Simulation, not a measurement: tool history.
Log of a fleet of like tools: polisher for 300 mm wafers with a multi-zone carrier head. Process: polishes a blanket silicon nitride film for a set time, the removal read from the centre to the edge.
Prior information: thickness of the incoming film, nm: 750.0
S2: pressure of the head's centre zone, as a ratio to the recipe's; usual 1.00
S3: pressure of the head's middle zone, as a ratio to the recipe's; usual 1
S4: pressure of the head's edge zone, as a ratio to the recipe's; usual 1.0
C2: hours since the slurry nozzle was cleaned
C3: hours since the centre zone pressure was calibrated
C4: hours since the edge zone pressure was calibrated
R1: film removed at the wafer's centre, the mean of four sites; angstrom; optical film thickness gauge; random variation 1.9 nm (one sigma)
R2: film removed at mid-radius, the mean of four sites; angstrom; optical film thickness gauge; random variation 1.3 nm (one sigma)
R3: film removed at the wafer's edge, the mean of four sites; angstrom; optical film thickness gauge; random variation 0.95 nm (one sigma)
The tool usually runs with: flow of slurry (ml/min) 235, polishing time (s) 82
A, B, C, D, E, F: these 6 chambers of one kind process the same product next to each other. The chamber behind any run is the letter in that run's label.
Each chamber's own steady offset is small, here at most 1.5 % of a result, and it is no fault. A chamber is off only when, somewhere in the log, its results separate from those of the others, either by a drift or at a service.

run 1A hour=4.3 | flow_of_slurry_(ml/min)=235 S2=1.00 S3=1 S4=1.0 polishing_time_(s)=82 | wafers_polished_on_this_pad=1011 C2=691.3 C3=597.3 C4=1097.8 | R1=1316.9 R2=1299.4 R3=1288.8
-- hour=7.7 chamber A: edge zone pressure recalibrated
-- hour=9.0 chamber A: slurry nozzle cleaned
run 2D hour=9.4 | flow_of_slurry_(ml/min)=235 S2=1.00 S3=1 S4=1.0 polishing_time_(s)=82 | wafers_polished_on_this_pad=787 C2=426.7 C3=983.8 C4=619.6 | R1=1289.2 R2=1280.7 R3=1287.4
run 3E hour=13.4 | flow_of_slurry_(ml/min)=235 S2=1.00 S3=1 S4=1.0 polishing_time_(s)=82 | wafers_polished_on_this_pad=169 C2=470.6 C3=516.9 C4=275.9 | R1=1314.8 R2=1291.5 R3=1280.4
run 4B hour=16.3 | flow_of_slurry_(ml/min)=235 S2=1.00 S3=1 S4=1.0 polishing_time_(s)=82 | wafers_polished_on_this_pad=818 C2=227.1 C3=1113.8 C4=560.2 | R1=1283.8 R2=1278.2 R3=1277.2
-- hour=17.2 chamber A: worn pad replaced by a new one
run 5C hour=19.6 | flow_of_slurry_(ml/min)=235 S2=1.00 S3=1 S4=1.0 polishing_time_(s)=82 | wafers_polished_on_this_pad=392 C2=93.8 C3=260.5 C4=802.3 | R1=1284.2 R2=1300.7 R3=1316.8
run 6F hour=22.8 | flow_of_slurry_(ml/min)=235 S2=1.00 S3=1 S4=1.0 polishing_time_(s)=82 | wafers_polished_on_this_pad=488 C2=172.9 C3=438.5 C4=771.1 | R1=1291.9 R2=1282.9 R3=1277.3
run 7F hour=27.1 | flow_of_slurry_(ml/min)=235 S2=1.00 S3=1 S4=1.0 polishing_time_(s)=82 | wafers_polished_on_this_pad=513 C2=177.2 C3=442.8 C4=775.4 | R1=1246.2 R2=1276.1 R3=1294.7
-- hour=27.8 chamber B: worn pad replaced by a new one
run 8B hour=31.7 | flow_of_slurry_(ml/min)=235 S2=1.00 S3=1 S4=1.0 polishing_time_(s)=82 | wafers_polished_on_this_pad=22 C2=242.5 C3=1129.2 C4=575.6 | R1=1274.6 R2=1278.6 R3=1296.2
-- hour=33.7 chamber D: worn pad replaced by a new one
run 9E hour=35.4 | flow_of_slurry_(ml/min)=235 S2=1.09 S3=1 S4=0.9 polishing_time_(s)=82 | wafers_polished_on_this_pad=295 C2=492.6 C3=538.9 C4=297.9 | R1=1422.7 R2=1296.5 R3=1229.8
run 10C hour=38.5 | flow_of_slurry_(ml/min)=235 S2=1.09 S3=1 S4=0.9 polishing_time_(s)=82 | wafers_polished_on_this_pad=499 C2=112.7 C3=279.4 C4=821.2 | R1=1417.4 R2=1306.8 R3=1226.6
-- hour=38.9 chamber A: centre zone pressure recalibrated
run 11D hour=43.3 | flow_of_slurry_(ml/min)=235 S2=1.09 S3=1 S4=0.9 polishing_time_(s)=82 | wafers_polished_on_this_pad=54 C2=460.6 C3=1017.7 C4=653.5 | R1=1404.4 R2=1290.1 R3=1215.2
run 12A hour=46.5 | flow_of_slurry_(ml/min)=235 S2=1.09 S3=1 S4=0.9 polishing_time_(s)=82 | wafers_polished_on_this_pad=167 C2=37.5 C3=7.7 C4=38.8 | R1=1406.7 R2=1296.3 R3=1240.5
run 13A hour=50.2 | flow_of_slurry_(ml/min)=235 S2=1.09 S3=1 S4=0.9 polishing_time_(s)=82 | wafers_polished_on_this_pad=188 C2=41.2 C3=11.4 C4=42.5 | R1=1408.5 R2=1307.7 R3=1225.8
run 14E hour=55.3 | flow_of_slurry_(ml/min)=235 S2=1.09 S3=1 S4=0.9 polishing_time_(s)=82 | wafers_polished_on_this_pad=408 C2=512.5 C3=558.8 C4=317.8 | R1=1425.2 R2=1281.1 R3=1227.2
run 15C hour=59.7 | flow_of_slurry_(ml/min)=235 S2=1.00 S3=1 S4=1.0 polishing_time_(s)=82 | wafers_polished_on_this_pad=620 C2=133.9 C3=300.6 C4=842.4 | R1=1294.2 R2=1303.1 R3=1295.6
run 16D hour=63.2 | flow_of_slurry_(ml/min)=195 S2=1.00 S3=1 S4=1.0 polishing_time_(s)=68 | wafers_polished_on_this_pad=168 C2=480.5 C3=1037.6 C4=673.4 | R1=1030.2 R2=1031.0 R3=1043.1
run 17B hour=66.8 | flow_of_slurry_(ml/min)=195 S2=1.00 S3=1 S4=1.0 polishing_time_(s)=68 | wafers_polished_on_this_pad=222 C2=277.6 C3=1164.3 C4=610.7 | R1=1049.3 R2=1053.3 R3=1061.7
run 18F hour=70.3 | flow_of_slurry_(ml/min)=195 S2=1.00 S3=1 S4=1.0 polishing_time_(s)=68 | wafers_polished_on_this_pad=759 C2=220.4 C3=486.0 C4=818.6 | R1=1051.4 R2=1042.6 R3=1046.9
run 19A hour=73.6 | flow_of_slurry_(ml/min)=195 S2=1.00 S3=1 S4=1.0 polishing_time_(s)=68 | wafers_polished_on_this_pad=322 C2=64.6 C3=34.8 C4=65.9 | R1=1042.2 R2=1028.2 R3=1059.7
run 20D hour=78.2 | flow_of_slurry_(ml/min)=195 S2=1.00 S3=1 S4=1.0 polishing_time_(s)=68 | wafers_polished_on_this_pad=254 C2=495.5 C3=1052.6 C4=688.4 | R1=1031.3 R2=1044.1 R3=1047.8
run 21B hour=82.1 | flow_of_slurry_(ml/min)=195 S2=1.00 S3=1 S4=1.0 polishing_time_(s)=68 | wafers_polished_on_this_pad=309 C2=292.9 C3=1179.6 C4=626.0 | R1=1042.2 R2=1039.3 R3=1046.7
run 22C hour=85.0 | flow_of_slurry_(ml/min)=235 S2=1.00 S3=1 S4=1.0 polishing_time_(s)=82 | wafers_polished_on_this_pad=765 C2=159.2 C3=325.9 C4=867.7 | R1=1298.7 R2=1304.0 R3=1289.0
run 23E hour=90.2 | flow_of_slurry_(ml/min)=235 S2=1.00 S3=1 S4=1.0 polishing_time_(s)=82 | wafers_polished_on_this_pad=607 C2=547.4 C3=593.7 C4=352.7 | R1=1281.0 R2=1296.9 R3=1287.1
run 24F hour=95.7 | flow_of_slurry_(ml/min)=235 S2=1.00 S3=1 S4=1.0 polishing_time_(s)=82 | wafers_polished_on_this_pad=904 C2=245.8 C3=511.4 C4=844.0 | R1=1277.8 R2=1286.7 R3=1293.6
run 25F hour=98.6 | flow_of_slurry_(ml/min)=235 S2=1.00 S3=1 S4=1.0 polishing_time_(s)=82 | wafers_polished_on_this_pad=921 C2=248.7 C3=514.3 C4=846.9 | R1=1276.2 R2=1280.2 R3=1304.9
run 26D hour=103.5 | flow_of_slurry_(ml/min)=235 S2=1.00 S3=1 S4=1.0 polishing_time_(s)=82 | wafers_polished_on_this_pad=398 C2=520.8 C3=1077.9 C4=713.7 | R1=1241.6 R2=1269.9 R3=1285.9
run 27A hour=106.4 | flow_of_slurry_(ml/min)=235 S2=1.00 S3=1 S4=1.0 polishing_time_(s)=98 | wafers_polished_on_this_pad=509 C2=97.4 C3=67.6 C4=98.7 | R1=1499.9 R2=1547.1 R3=1534.0
-- hour=107.1 chamber D: edge zone pressure recalibrated
run 28C hour=110.2 | flow_of_slurry_(ml/min)=235 S2=1.00 S3=1 S4=1.0 polishing_time_(s)=98 | wafers_polished_on_this_pad=908 C2=184.4 C3=351.1 C4=892.9 | R1=1546.9 R2=1561.8 R3=1537.1
-- hour=110.6 chamber F: slurry nozzle cleaned
run 29B hour=115.6 | flow_of_slurry_(ml/min)=235 S2=1.00 S3=1 S4=1.0 polishing_time_(s)=98 | wafers_polished_on_this_pad=501 C2=326.4 C3=1213.1 C4=659.5 | R1=1532.1 R2=1504.5 R3=1538.4
run 30E hour=118.7 | flow_of_slurry_(ml/min)=235 S2=1.00 S3=1 S4=1.0 polishing_time_(s)=98 | wafers_polished_on_this_pad=770 C2=575.9 C3=622.2 C4=381.2 | R1=1545.3 R2=1528.7 R3=1545.2
run 31C hour=121.2 | flow_of_slurry_(ml/min)=235 S2=1.00 S3=1 S4=1.0 polishing_time_(s)=98 | wafers_polished_on_this_pad=971 C2=195.4 C3=362.1 C4=903.9 | R1=1527.5 R2=1567.5 R3=1555.1
run 32D hour=124.4 | flow_of_slurry_(ml/min)=235 S2=1.00 S3=1 S4=1.0 polishing_time_(s)=98 | wafers_polished_on_this_pad=517 C2=541.7 C3=1098.8 C4=17.4 | R1=1504.4 R2=1547.4 R3=1537.1
-- hour=126.2 chamber F: worn pad replaced by a new one
run 33E hour=127.1 | flow_of_slurry_(ml/min)=235 S2=1.00 S3=1 S4=1.0 polishing_time_(s)=82 | wafers_polished_on_this_pad=818 C2=584.3 C3=630.6 C4=389.6 | R1=1283.8 R2=1294.4 R3=1304.7
run 34B hour=130.1 | flow_of_slurry_(ml/min)=275 S2=1.00 S3=1 S4=1.1 polishing_time_(s)=82 | wafers_polished_on_this_pad=583 C2=340.9 C3=1227.6 C4=674.0 | R1=1315.9 R2=1282.7 R3=1385.0
run 35F hour=134.8 | flow_of_slurry_(ml/min)=275 S2=1.00 S3=1 S4=1.1 polishing_time_(s)=82 | wafers_polished_on_this_pad=49 C2=24.3 C3=550.5 C4=883.1 | R1=1365.3 R2=1318.8 R3=1381.4
run 36A hour=139.3 | flow_of_slurry_(ml/min)=275 S2=1.00 S3=1 S4=1.1 polishing_time_(s)=82 | wafers_polished_on_this_pad=696 C2=130.3 C3=100.5 C4=131.6 | R1=1317.1 R2=1303.9 R3=1366.5
run 37F hour=142.6 | flow_of_slurry_(ml/min)=275 S2=1.00 S3=1 S4=1.1 polishing_time_(s)=82 | wafers_polished_on_this_pad=93 C2=32.1 C3=558.3 C4=890.9 | R1=1326.9 R2=1295.7 R3=1376.1
run 38B hour=148.0 | flow_of_slurry_(ml/min)=275 S2=1.00 S3=1 S4=1.1 polishing_time_(s)=82 | wafers_polished_on_this_pad=685 C2=358.8 C3=1245.5 C4=691.9 | R1=1329.7 R2=1297.4 R3=1380.7
run 39C hour=152.8 | flow_of_slurry_(ml/min)=275 S2=1.00 S3=1 S4=1.1 polishing_time_(s)=82 | wafers_polished_on_this_pad=1151 C2=227.0 C3=393.7 C4=935.5 | R1=1306.1 R2=1317.2 R3=1398.1
run 40A hour=157.1 | flow_of_slurry_(ml/min)=235 S2=1.00 S3=1 S4=1.0 polishing_time_(s)=82 | wafers_polished_on_this_pad=798 C2=148.1 C3=118.3 C4=149.4 | R1=1271.0 R2=1298.7 R3=1290.4

Read the log: is a single chamber off, either drifting away or since a service, is the gauge that measures every chamber drifting, or is nothing wrong beyond small per-chamber offsets? Name any odd chamber and what most likely caused it.

Neither any chamber nor the gauge drifts; the chambers differ only by their own small, steady offsets.
